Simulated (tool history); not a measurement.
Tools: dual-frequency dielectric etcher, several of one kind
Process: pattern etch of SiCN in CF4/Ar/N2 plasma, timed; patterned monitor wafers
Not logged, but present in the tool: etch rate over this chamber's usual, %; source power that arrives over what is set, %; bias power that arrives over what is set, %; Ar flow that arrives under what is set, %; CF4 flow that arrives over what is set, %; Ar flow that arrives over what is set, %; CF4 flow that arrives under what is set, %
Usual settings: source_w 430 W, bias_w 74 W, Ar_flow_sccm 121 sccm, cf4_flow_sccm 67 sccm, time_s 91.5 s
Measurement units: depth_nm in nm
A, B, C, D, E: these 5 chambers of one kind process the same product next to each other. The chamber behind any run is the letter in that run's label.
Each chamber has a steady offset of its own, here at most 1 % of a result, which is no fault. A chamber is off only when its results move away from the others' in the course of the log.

run	hour	source_w	bias_w	Ar_flow_sccm	cf4_flow_sccm	time_s	hours since the last wet clean	hours since the last source power generator calibration	hours since the last bias power generator calibration	hours since the last Ar flow controller change	hours since the last CF4 flow controller change	read-back reference wafer on the same gauge, depth_nm	depth_nm
1A	11.9	430	74	121	67	91.5	544	1371.5	1285	4109.9	682.1	81.255	73.704
2B	18.1	430	74	121	67	91.5	501	109.9	1543.7	825.7	1728.9	81.265	73.766
3C	30.9	430	74	121	67	91.5	205.3	1106.7	3403.3	1059.1	1097.2	81.253	73.621
# hour 41.6: chamber A: wet clean of the chamber
# hour 42.9: chamber B: CF4 flow controller replaced
4E	43	430	74	121	67	91.5	378.3	2537	143.2	3684.7	1600.7	81.236	72.982
5D	54	430	74	121	67	91.5	158.1	729.6	3782.5	602.1	2849.3	81.239	73.902
6D	66	430	74	121	67	91.5	170.1	741.6	3794.5	614.1	2861.3	81.206	74.016
7A	79.5	430	74	121	67	91.5	37.9	1439.1	1352.6	4177.5	749.7	81.2	73.428
8C	86.9	430	74	121	67	91.5	261.3	1162.7	3459.3	1115.1	1153.2	81.17	73.74
9E	100.5	430	74	121	67	91.5	435.8	2594.5	200.7	3742.2	1658.2	81.177	72.797
10B	109.8	430	66	121	53	91.5	592.7	201.6	1635.4	917.4	66.9	81.17	68.16
11D	120.2	430	66	121	53	91.5	224.3	795.8	3848.7	668.3	2915.5	81.149	68.108
12B	128.4	430	66	121	53	91.5	611.3	220.2	1654	936	85.5	81.109	68.174
13E	138.2	430	66	121	53	91.5	473.5	2632.2	238.4	3779.9	1695.9	81.15	67.187
# hour 145.9: chamber B: wet clean of the chamber
14C	149.9	430	66	121	53	91.5	324.3	1225.7	3522.3	1178.1	1216.2	81.116	67.804
# hour 154.1: chamber C: bias power generator calibrated
15A	161.3	430	74	121	67	91.5	119.7	1520.9	1434.4	4259.3	831.5	81.048	73.366
16D	173.7	430	86	121	67	91.5	277.8	849.3	3902.2	721.8	2969	81.074	78.144
17B	185.2	430	86	121	67	91.5	39.4	277	1710.8	992.8	142.3	81.078	77.804
18E	196.5	430	86	121	67	91.5	531.8	2690.5	296.7	3838.2	1754.2	81.059	77.184
19A	206.1	430	86	121	67	91.5	164.5	1565.7	1479.2	4304.1	876.3	81.067	77.454
20C	217.3	430	86	121	67	91.5	391.7	1293.1	63.2	1245.5	1283.6	81.01	77.99
# hour 223.6: chamber E: wet clean of the chamber
21E	227.6	430	74	121	67	91.5	4	2721.6	327.8	3869.3	1785.3	81.01	72.721
# hour 229: chamber B: bias power generator calibrated
22C	234.2	430	74	121	67	91.5	408.6	1310	80.1	1262.4	1300.5	81.035	73.337
23D	246	430	74	121	67	91.5	350.1	921.6	3974.5	794.1	3041.3	81.036	73.675
24B	254.7	430	74	121	67	91.5	108.9	346.5	25.7	1062.3	211.8	80.987	73.49
# hour 255.1: chamber C: wet clean of the chamber
25A	266.2	430	74	121	67	91.5	224.6	1625.8	1539.3	4364.2	936.4	80.932	73.201
26D	275.2	430	74	121	67	91.5	379.3	950.8	4003.7	823.3	3070.5	80.926	73.654
27B	282.1	430	74	121	67	91.5	136.3	373.9	53.1	1089.7	239.2	80.912	73.385
28E	289.1	430	74	121	67	91.5	65.5	2783.1	389.3	3930.8	1846.8	80.941	72.605
29C	298.4	430	74	121	67	91.5	43.4	1374.2	144.3	1326.6	1364.7	80.953	73.247
30A	307.5	430	74	121	67	91.5	265.9	1667.1	1580.6	4405.5	977.7	80.891	73.381
# hour 310: chamber D: bias power generator calibrated
31B	319.8	430	74	121	67	91.5	174	411.6	90.8	1127.4	276.9	80.915	73.287
32A	326.8	430	74	121	67	91.5	285.2	1686.4	1599.9	4424.8	997	80.882	73.23
33E	337.3	540	66	121	67	91.5	113.7	2831.3	437.5	3979	1895	80.866	84.674
# hour 344.9: chamber A: source power generator calibrated
34C	349.3	540	66	121	67	91.5	94.3	1425.1	195.2	1377.5	1415.6	80.866	86.195
35D	361.7	540	66	121	67	91.5	465.8	1037.3	51.7	909.8	3157	80.83	86.138
36C	367.7	540	66	121	67	91.5	112.7	1443.5	213.6	1395.9	1434	80.821	86.122
37A	379.9	540	66	121	67	91.5	338.3	35.1	1653	4477.9	1050.1	80.787	85.506
38E	389.8	430	74	92	67	91.5	166.2	2883.8	490	4031.5	1947.5	80.81	75.743

Decide between three cases: one chamber stands off from its peers, the gauge reading all wafers drifts, or nothing is wrong past each chamber's small offset. Where a chamber is off, say which and what most likely put it there.

None of the chambers is off. What moves is the gauge, dragging all their readings along together.
What lies behind it: gauge reads low (%) = 0.633.
